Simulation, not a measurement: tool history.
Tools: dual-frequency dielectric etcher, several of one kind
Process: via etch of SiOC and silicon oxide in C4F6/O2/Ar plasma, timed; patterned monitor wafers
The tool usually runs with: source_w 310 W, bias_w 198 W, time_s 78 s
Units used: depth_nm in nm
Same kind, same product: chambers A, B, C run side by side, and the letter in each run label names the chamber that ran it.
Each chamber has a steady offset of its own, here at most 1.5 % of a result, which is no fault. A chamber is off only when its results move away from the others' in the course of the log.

run	day	source_w	bias_w	time_s	read-back reference wafer on the same gauge, depth_nm	depth_nm
1A	0.271	310	198	78	88.505	83.804
2B	0.596	310	198	78	88.583	81.096
3C	0.925	310	198	78	88.58	82.678
# day 1.258: chamber A: bias power generator calibrated
4A	1.262	310	198	78	88.466	83.512
5B	1.5	310	198	78	88.47	80.713
6C	1.675	310	198	78	88.521	82.147
7B	1.912	310	198	78	88.485	81.425
# day 2.1: chamber B: wet clean of the chamber
8A	2.208	240	173	78	88.533	72.314
9C	2.5	240	173	78	88.523	70.928
10A	2.758	240	173	78	88.497	72.086
11C	2.933	310	198	78	88.457	82.14
12B	3.233	310	198	78	88.513	80.871
13C	3.55	310	198	78	88.453	82.552
14A	3.875	310	198	78	88.493	83.18
15B	4.183	310	198	78	88.388	81.208
16A	4.5	310	198	78	88.539	83.216
17C	4.733	310	198	78	88.464	82.341
18B	5.004	310	198	78	88.54	81.248
19B	5.321	310	198	78	88.518	80.858
20C	5.654	310	198	78	88.507	82.255
21A	5.9	310	198	78	88.48	83.282
22C	6.188	310	198	78	88.503	81.894
23B	6.404	310	198	78	88.588	81.246
24A	6.654	310	198	78	88.38	83.089
25B	6.888	310	198	71	88.481	74.028
26C	7.1	310	198	71	88.481	74.894
# day 7.104: chamber A: wet clean of the chamber
27A	7.288	310	198	71	88.49	75.719
28B	7.462	310	198	78	88.56	80.791
# day 7.608: chamber B: source power generator calibrated
29A	7.725	310	198	78	88.524	83.278
30C	7.9	360	198	68.5	88.524	76.559
31B	8.221	360	198	68.5	88.509	76.049
32C	8.496	360	198	68.5	88.562	76.508
33A	8.667	310	198	78	88.521	83.211
34C	8.842	310	198	78	88.518	81.767
35A	9.05	310	198	78	88.483	83.364
36B	9.354	310	198	78	88.424	81.413
37B	9.608	310	198	78	88.493	81.879
38A	9.929	310	198	78	88.526	82.852

Which is it: a chamber that has drifted or been left off by a service, a gauge drift common to all chambers, or only each chamber's usual small offset? If a chamber is off, name it and its likeliest cause.

The fleet is healthy, with each chamber sitting at its usual small offset and no drift in the gauge.

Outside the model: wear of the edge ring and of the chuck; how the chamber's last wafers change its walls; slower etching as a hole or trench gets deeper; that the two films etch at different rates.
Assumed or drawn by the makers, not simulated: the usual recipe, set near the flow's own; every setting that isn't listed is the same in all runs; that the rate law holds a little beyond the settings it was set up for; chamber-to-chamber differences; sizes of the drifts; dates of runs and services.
